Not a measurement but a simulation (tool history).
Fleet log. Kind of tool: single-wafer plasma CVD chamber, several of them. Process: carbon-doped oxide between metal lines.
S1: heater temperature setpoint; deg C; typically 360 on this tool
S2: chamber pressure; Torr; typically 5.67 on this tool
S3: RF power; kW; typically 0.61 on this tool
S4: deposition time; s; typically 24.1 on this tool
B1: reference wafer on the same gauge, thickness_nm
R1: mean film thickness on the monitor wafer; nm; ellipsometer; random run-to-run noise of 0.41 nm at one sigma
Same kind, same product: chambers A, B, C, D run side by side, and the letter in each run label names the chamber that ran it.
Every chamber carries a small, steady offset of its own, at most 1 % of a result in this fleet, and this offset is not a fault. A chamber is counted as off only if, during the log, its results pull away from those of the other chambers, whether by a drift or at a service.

{"run": "1A", "day": 0.238, "S1": 360, "S2": 5.67, "S3": 0.61, "S4": 24.1, "B1": 138.96, "R1": 137.83}
{"run": "2D", "day": 0.521, "S1": 360, "S2": 5.67, "S3": 0.61, "S4": 24.1, "B1": 139.06, "R1": 137.69}
{"run": "3B", "day": 0.858, "S1": 360, "S2": 5.67, "S3": 0.61, "S4": 24.1, "B1": 138.88, "R1": 139.08}
{"day": 0.954, "done": "chamber A: thermocouple changed; heater temperature recalibrated"}
{"run": "4C", "day": 1.175, "S1": 360, "S2": 5.67, "S3": 0.61, "S4": 24.1, "B1": 139.1, "R1": 136.75}
{"run": "5C", "day": 1.55, "S1": 360, "S2": 5.67, "S3": 0.61, "S4": 24.1, "B1": 139, "R1": 137.04}
{"run": "6A", "day": 1.892, "S1": 360, "S2": 5.67, "S3": 0.61, "S4": 24.1, "B1": 138.99, "R1": 137.96}
{"run": "7B", "day": 2.192, "S1": 360, "S2": 5.67, "S3": 0.61, "S4": 24.1, "B1": 139.03, "R1": 138.1}
{"run": "8D", "day": 2.533, "S1": 360, "S2": 5.67, "S3": 0.61, "S4": 24.1, "B1": 138.89, "R1": 137.42}
{"run": "9A", "day": 2.85, "S1": 360, "S2": 5.67, "S3": 0.61, "S4": 24.1, "B1": 138.95, "R1": 138.03}
{"run": "10C", "day": 3.229, "S1": 360, "S2": 5.67, "S3": 0.61, "S4": 24.1, "B1": 138.95, "R1": 138.47}
{"run": "11B", "day": 3.467, "S1": 360, "S2": 5.67, "S3": 0.61, "S4": 24.1, "B1": 138.98, "R1": 138.22}
{"day": 3.712, "done": "chamber A: capacitance manometer re-zeroed and calibrated"}
{"run": "12D", "day": 3.758, "S1": 360, "S2": 5.67, "S3": 0.61, "S4": 24.1, "B1": 139.01, "R1": 136.43}
{"run": "13B", "day": 4.117, "S1": 360, "S2": 5.67, "S3": 0.61, "S4": 24.1, "B1": 138.96, "R1": 138.15}
{"run": "14D", "day": 4.342, "S1": 360, "S2": 5.67, "S3": 0.61, "S4": 24.1, "B1": 138.9, "R1": 135.19}
{"run": "15A", "day": 4.662, "S1": 370, "S2": 6.45, "S3": 0.61, "S4": 24.1, "B1": 138.94, "R1": 136.04}
{"run": "16C", "day": 4.912, "S1": 370, "S2": 6.45, "S3": 0.61, "S4": 24.1, "B1": 138.97, "R1": 135.85}
{"run": "17A", "day": 5.288, "S1": 370, "S2": 6.45, "S3": 0.61, "S4": 24.1, "B1": 139.04, "R1": 135.81}
{"run": "18D", "day": 5.654, "S1": 370, "S2": 6.45, "S3": 0.61, "S4": 24.1, "B1": 138.94, "R1": 133.19}
{"run": "19C", "day": 5.842, "S1": 360, "S2": 5.67, "S3": 0.61, "S4": 24.1, "B1": 138.92, "R1": 136.23}
{"run": "20B", "day": 6.062, "S1": 374, "S2": 5.67, "S3": 0.71, "S4": 24.1, "B1": 138.91, "R1": 146.31}
{"day": 6.35, "done": "chamber B: capacitance manometer re-zeroed and calibrated"}
{"run": "21D", "day": 6.4, "S1": 374, "S2": 5.67, "S3": 0.71, "S4": 24.1, "B1": 139.03, "R1": 142.38}
{"run": "22B", "day": 6.646, "S1": 374, "S2": 5.67, "S3": 0.71, "S4": 24.1, "B1": 139.12, "R1": 146.54}
{"run": "23C", "day": 6.992, "S1": 374, "S2": 5.67, "S3": 0.71, "S4": 24.1, "B1": 139.11, "R1": 145.58}
{"run": "24A", "day": 7.317, "S1": 360, "S2": 5.67, "S3": 0.61, "S4": 24.1, "B1": 138.86, "R1": 137.31}

All 4 chambers run these settings next. Forecast each chamber's results:
{"run": "25A", "day": 7.596, "S1": 371, "S2": 5.67, "S3": 0.61, "S4": 24.1, "R1": "?"}
{"run": "25B", "day": 7.596, "S1": 371, "S2": 5.67, "S3": 0.61, "S4": 24.1, "R1": "?"}
{"run": "25C", "day": 7.596, "S1": 371, "S2": 5.67, "S3": 0.61, "S4": 24.1, "R1": "?"}
{"run": "25D", "day": 7.596, "S1": 371, "S2": 5.67, "S3": 0.61, "S4": 24.1, "R1": "?"}

run=25A R1=134.12
run=25B R1=135.2
run=25C R1=133.66
run=25D R1=129.68
